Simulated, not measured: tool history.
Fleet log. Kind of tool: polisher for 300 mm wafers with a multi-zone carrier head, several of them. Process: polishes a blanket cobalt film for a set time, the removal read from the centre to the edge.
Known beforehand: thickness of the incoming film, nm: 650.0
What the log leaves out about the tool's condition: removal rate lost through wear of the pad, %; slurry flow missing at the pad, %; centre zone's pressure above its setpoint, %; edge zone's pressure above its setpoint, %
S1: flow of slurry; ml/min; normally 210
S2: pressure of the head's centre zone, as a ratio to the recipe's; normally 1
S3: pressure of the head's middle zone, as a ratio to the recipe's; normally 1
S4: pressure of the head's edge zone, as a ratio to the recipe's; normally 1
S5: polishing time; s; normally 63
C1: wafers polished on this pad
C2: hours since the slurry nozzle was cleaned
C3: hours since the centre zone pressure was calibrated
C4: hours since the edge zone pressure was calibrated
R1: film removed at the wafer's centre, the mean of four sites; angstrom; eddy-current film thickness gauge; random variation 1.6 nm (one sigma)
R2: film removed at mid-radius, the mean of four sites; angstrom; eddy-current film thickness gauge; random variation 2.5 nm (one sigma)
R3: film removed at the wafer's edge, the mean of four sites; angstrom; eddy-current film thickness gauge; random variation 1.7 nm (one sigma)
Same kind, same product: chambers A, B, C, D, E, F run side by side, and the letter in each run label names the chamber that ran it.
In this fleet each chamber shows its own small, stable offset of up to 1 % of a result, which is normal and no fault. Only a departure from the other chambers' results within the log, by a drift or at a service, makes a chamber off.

| run | hour | S1 | S2 | S3 | S4 | S5 | C1 | C2 | C3 | C4 | R1 | R2 | R3 |
|---|---|---|---|---|---|---|---|---|---|---|---|---|---|
|  | 2.9 | chamber C: edge zone pressure recalibrated |
| 1D | 3.2 | 210 | 1 | 1 | 1 | 63 | 122 | 111.9 | 165.8 | 891.6 | 1897.5 | 1886.1 | 1907.9 |
| 2C | 8 | 210 | 1 | 1 | 1 | 63 | 1057 | 144 | 621 | 5.2 | 1878.1 | 1945.5 | 1893.2 |
| 3E | 12.3 | 210 | 1 | 1 | 1 | 63 | 960 | 105.6 | 645.2 | 714.3 | 1886.7 | 1890.6 | 1915.7 |
| 4A | 15.3 | 210 | 1 | 1 | 1 | 63 | 336 | 195.1 | 93.1 | 590.3 | 1888.3 | 1878.7 | 1879.8 |
|  | 18.9 | chamber F: worn pad replaced by a new one |
| 5B | 19.9 | 210 | 1 | 1 | 1 | 63 | 473 | 25.3 | 361.8 | 86.5 | 1932.1 | 1889.1 | 1892.9 |
|  | 23.1 | chamber E: worn pad replaced by a new one |
| 6F | 25.4 | 210 | 1 | 1 | 1 | 63 | 57 | 751.5 | 453.9 | 269 | 1898.1 | 1914.4 | 1913.6 |
| 7A | 30.4 | 210 | 1 | 1 | 1 | 63 | 468 | 210.2 | 108.2 | 605.4 | 1899.1 | 1906.1 | 1876.9 |
|  | 32 | chamber C: worn pad replaced by a new one |
| 8C | 33.8 | 210 | 1 | 1 | 1 | 63 | 16 | 169.8 | 646.8 | 31 | 1855.5 | 1916.4 | 1878.3 |
| 9D | 36.7 | 210 | 1 | 1 | 1 | 63 | 416 | 145.4 | 199.3 | 925.1 | 1891 | 1882.3 | 1918.3 |
| 10B | 39.6 | 210 | 1 | 1 | 1 | 63 | 646 | 45 | 381.5 | 106.2 | 1882.8 | 1870.2 | 1867.1 |
| 11F | 43.5 | 210 | 0.93 | 1 | 1 | 63 | 216 | 769.6 | 472 | 287.1 | 1755.3 | 1879.4 | 1899.9 |
| 12E | 46.9 | 210 | 0.93 | 1 | 1 | 63 | 209 | 140.2 | 679.8 | 748.9 | 1771.1 | 1936.9 | 1944.2 |
| 13D | 51.1 | 210 | 0.93 | 1 | 1 | 63 | 543 | 159.8 | 213.7 | 939.5 | 1745.2 | 1898.7 | 1916.2 |
|  | 52.8 | chamber F: slurry nozzle cleaned |
| 14C | 55.2 | 210 | 0.93 | 1 | 1 | 63 | 204 | 191.2 | 668.2 | 52.4 | 1728.2 | 1882.1 | 1906.8 |
| 15A | 60.8 | 210 | 0.93 | 1 | 1 | 63 | 735 | 240.6 | 138.6 | 635.8 | 1755.5 | 1917.1 | 1915 |
| 16E | 64.1 | 210 | 0.93 | 1 | 1 | 63 | 361 | 157.4 | 697 | 766.1 | 1723.6 | 1846.7 | 1899.9 |
| 17F | 68.1 | 210 | 1 | 1 | 1 | 63 | 432 | 15.4 | 496.6 | 311.7 | 1883.1 | 1886.2 | 1866.9 |
| 18B | 72 | 235 | 1 | 1 | 1.04 | 63 | 930 | 77.4 | 413.9 | 138.6 | 1872 | 1812.6 | 1860.9 |
| 19E | 76.8 | 235 | 1 | 1 | 1.04 | 63 | 472 | 170.1 | 709.7 | 778.8 | 1914.1 | 1868.4 | 1988.1 |
|  | 82.8 | chamber A: worn pad replaced by a new one |
| 20D | 83 | 235 | 1 | 1 | 1.04 | 63 | 823 | 191.7 | 245.6 | 971.4 | 1900.9 | 1898.1 | 1973.9 |
| 21C | 86.5 | 235 | 1 | 1 | 1.04 | 63 | 479 | 222.5 | 699.5 | 83.7 | 1910.6 | 1918 | 1950 |
| 22A | 90.2 | 235 | 1 | 1 | 1.04 | 63 | 65 | 270 | 168 | 665.2 | 1937.3 | 1917.1 | 1964.7 |
| 23F | 95.4 | 235 | 1 | 1 | 1.04 | 63 | 672 | 42.7 | 523.9 | 339 | 1945 | 1964.5 | 1971.1 |
| 24B | 98.1 | 210 | 1 | 1 | 1 | 63 | 1160 | 103.5 | 440 | 164.7 | 1799.8 | 1795.5 | 1781.9 |
| 25C | 102.2 | 210 | 1 | 1 | 1 | 63 | 616 | 238.2 | 715.2 | 99.4 | 1898.9 | 1913.6 | 1907.2 |
| 26F | 107.3 | 210 | 0.89 | 1 | 0.91 | 63 | 776 | 54.6 | 535.8 | 350.9 | 1675.7 | 1858.8 | 1807.8 |
|  | 110.7 | chamber D: worn pad replaced by a new one |
| 27D | 111 | 210 | 0.89 | 1 | 0.91 | 63 | 2 | 219.7 | 273.6 | 999.4 | 1689.2 | 1861 | 1837.7 |
| 28E | 116.2 | 210 | 0.89 | 1 | 0.91 | 63 | 818 | 209.5 | 749.1 | 818.2 | 1660.3 | 1868.4 | 1826.2 |
| 29A | 122.3 | 210 | 0.89 | 1 | 0.91 | 63 | 347 | 302.1 | 200.1 | 697.3 | 1677.6 | 1887.1 | 1832.1 |
| 30B | 127.3 | 210 | 0.89 | 1 | 0.91 | 63 | 1416 | 132.7 | 469.2 | 193.9 | 1537.9 | 1771.1 | 1628.8 |
| 31A | 130.7 | 210 | 0.89 | 1 | 0.91 | 63 | 421 | 310.5 | 208.5 | 705.7 | 1683.1 | 1963.9 | 1805.4 |
| 32C | 133.5 | 210 | 1 | 0.9 | 1 | 77 | 891 | 269.5 | 746.5 | 130.7 | 2315.6 | 2133.1 | 2306.1 |
| 33B | 136.5 | 210 | 1 | 0.9 | 1 | 77 | 1497 | 141.9 | 478.4 | 203.1 | 2128.1 | 1938 | 2137.5 |
| 34F | 142.4 | 210 | 1 | 0.9 | 1 | 77 | 1085 | 89.7 | 570.9 | 386 | 2294.1 | 2060.3 | 2327.8 |
|  | 143.3 | chamber E: worn pad replaced by a new one |
| 35E | 147.8 | 210 | 1 | 0.9 | 1 | 77 | 39 | 241.1 | 780.7 | 849.8 | 2287.9 | 2067.4 | 2306.2 |
| 36D | 152.1 | 210 | 1 | 0.9 | 1 | 77 | 363 | 260.8 | 314.7 | 1040.5 | 2319.2 | 2079 | 2324.2 |
| 37D | 156.3 | 210 | 1 | 0.9 | 1 | 77 | 400 | 265 | 318.9 | 1044.7 | 2306.3 | 2047 | 2357.6 |
| 38F | 159.4 | 210 | 1 | 1 | 1 | 63 | 1234 | 106.7 | 587.9 | 403 | 1909.3 | 1910.7 | 1903 |

For the next run the whole fleet of 6 chambers uses the same settings. Give each chamber's results:
| 39A | 164 | 210 | 1 | 1 | 1 | 63 |  |  |  |  | ? | ? | ? |
| 39B | 164 | 210 | 1 | 1 | 1 | 63 |  |  |  |  | ? | ? | ? |
| 39C | 164 | 210 | 1 | 1 | 1 | 63 |  |  |  |  | ? | ? | ? |
| 39D | 164 | 210 | 1 | 1 | 1 | 63 |  |  |  |  | ? | ? | ? |
| 39E | 164 | 210 | 1 | 1 | 1 | 63 |  |  |  |  | ? | ? | ? |
| 39F | 164 | 210 | 1 | 1 | 1 | 63 |  |  |  |  | ? | ? | ? |

| run | R1 | R2 | R3 |
|---|---|---|---|
| 39A | 1913.4 | 1885 | 1911.7 |
| 39B | 1703 | 1691.8 | 1709.7 |
| 39C | 1887.1 | 1903.9 | 1918.1 |
| 39D | 1877.2 | 1870.2 | 1874.6 |
| 39E | 1918.5 | 1874.3 | 1898 |
| 39F | 1904 | 1903 | 1939 |
